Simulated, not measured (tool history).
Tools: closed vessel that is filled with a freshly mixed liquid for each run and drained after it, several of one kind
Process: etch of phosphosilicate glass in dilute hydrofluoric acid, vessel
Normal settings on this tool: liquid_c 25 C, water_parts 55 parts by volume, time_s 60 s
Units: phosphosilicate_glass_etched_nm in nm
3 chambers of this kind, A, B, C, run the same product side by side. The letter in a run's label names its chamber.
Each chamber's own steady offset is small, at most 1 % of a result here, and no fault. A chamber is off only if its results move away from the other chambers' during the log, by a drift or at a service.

| run | hour | liquid_c | water_parts | time_s | read-back film thickness of the phosphosilicate glass reference wafer, read on the same gauge (nm) | phosphosilicate_glass_etched_nm |
|---|---|---|---|---|---|---|
| 1A | 4.5 | 25 | 55 | 60 | 89.981 | 110.89 |
| 2C | 11.1 | 25 | 55 | 60 | 89.993 | 108.83 |
| 3B | 15.4 | 25 | 55 | 60 | 90.019 | 110.47 |
| 4C | 22.1 | 25 | 55 | 60 | 90.011 | 109.91 |
| 5A | 28.7 | 25 | 45 | 30 | 90.005 | 68.624 |
| 6B | 35.2 | 25 | 45 | 30 | 90.007 | 70.232 |
| 7B | 41.9 | 25 | 45 | 30 | 89.997 | 68.889 |
| 8C | 45.4 | 25 | 55 | 60 | 89.981 | 107.48 |
| 9A | 51.7 | 25 | 55 | 60 | 90.007 | 110.49 |
| 10A | 55.3 | 25 | 55 | 60 | 89.978 | 109.44 |
| 11B | 62.8 | 25 | 55 | 60 | 90.038 | 111.74 |
| 12C | 66.7 | 25 | 55 | 60 | 90.037 | 110.22 |
| 13C | 73.3 | 25 | 55 | 60 | 90.011 | 107.66 |
| 14A | 77.9 | 25 | 55 | 60 | 89.995 | 109.17 |
| 15B | 82 | 25 | 55 | 60 | 90.077 | 110.12 |
| 16C | 89.7 | 25 | 55 | 60 | 89.992 | 110.32 |
| 17B | 97.1 | 25 | 55 | 60 | 90.052 | 111.59 |
|  | 102 | chamber B: thermometer replaced |
|  | 103 | chamber C: hydrofluoric acid flow meter replaced |
| 18A | 103.7 | 25 | 75 | 80 | 90.007 | 104.88 |
| 19B | 107.6 | 25 | 75 | 80 | 90 | 106.72 |
| 20C | 112.8 | 25 | 75 | 80 | 90.023 | 105.6 |
| 21A | 119.1 | 25 | 55 | 60 | 89.965 | 108.83 |
| 22C | 124.5 | 21.5 | 55 | 60 | 90.026 | 94.835 |
| 23A | 132.1 | 21.5 | 55 | 60 | 89.979 | 94.983 |
| 24B | 139.7 | 21.5 | 55 | 60 | 89.993 | 94.745 |
| 25B | 145.8 | 25 | 55 | 60 | 89.992 | 111 |
| 26A | 150.3 | 25 | 55 | 60 | 89.97 | 111.18 |
| 27C | 157.2 | 25 | 55 | 60 | 90.012 | 109.66 |
| 28A | 162 | 25 | 55 | 60 | 89.97 | 110.73 |
| 29B | 169.2 | 25 | 55 | 60 | 89.988 | 110.67 |
| 30C | 174 | 25 | 55 | 60 | 90.015 | 109.61 |
| 31A | 180.8 | 25 | 55 | 60 | 89.921 | 109.68 |
| 32C | 186 | 25 | 55 | 60 | 89.966 | 107.96 |
| 33B | 191.9 | 25 | 55 | 60 | 89.982 | 111.76 |
| 34B | 196.6 | 25 | 55 | 60 | 89.992 | 110.86 |
| 35A | 201 | 25 | 55 | 60 | 89.967 | 109.1 |
| 36C | 205 | 25 | 55 | 60 | 90.02 | 111.19 |
| 37C | 210.7 | 25 | 55 | 75 | 89.971 | 136.29 |
| 38A | 214.3 | 25 | 55 | 75 | 89.995 | 138.52 |
| 39B | 218.2 | 25 | 55 | 75 | 90.03 | 138.04 |
| 40A | 222.4 | 25 | 75 | 60 | 90.024 | 77.788 |
| 41C | 228.6 | 25 | 75 | 60 | 89.996 | 78.807 |
| 42B | 232.3 | 25 | 75 | 60 | 89.985 | 79.722 |
| 43C | 238.9 | 25 | 55 | 60 | 90.018 | 108.68 |

Has any chamber moved away from the others, gradually or after a service, or does the common gauge drift, or do the chambers differ only by their own small steady offsets? State the chamber and the most likely cause if one applies.

Neither any chamber nor the gauge drifts; the chambers differ only by their own small, steady offsets.

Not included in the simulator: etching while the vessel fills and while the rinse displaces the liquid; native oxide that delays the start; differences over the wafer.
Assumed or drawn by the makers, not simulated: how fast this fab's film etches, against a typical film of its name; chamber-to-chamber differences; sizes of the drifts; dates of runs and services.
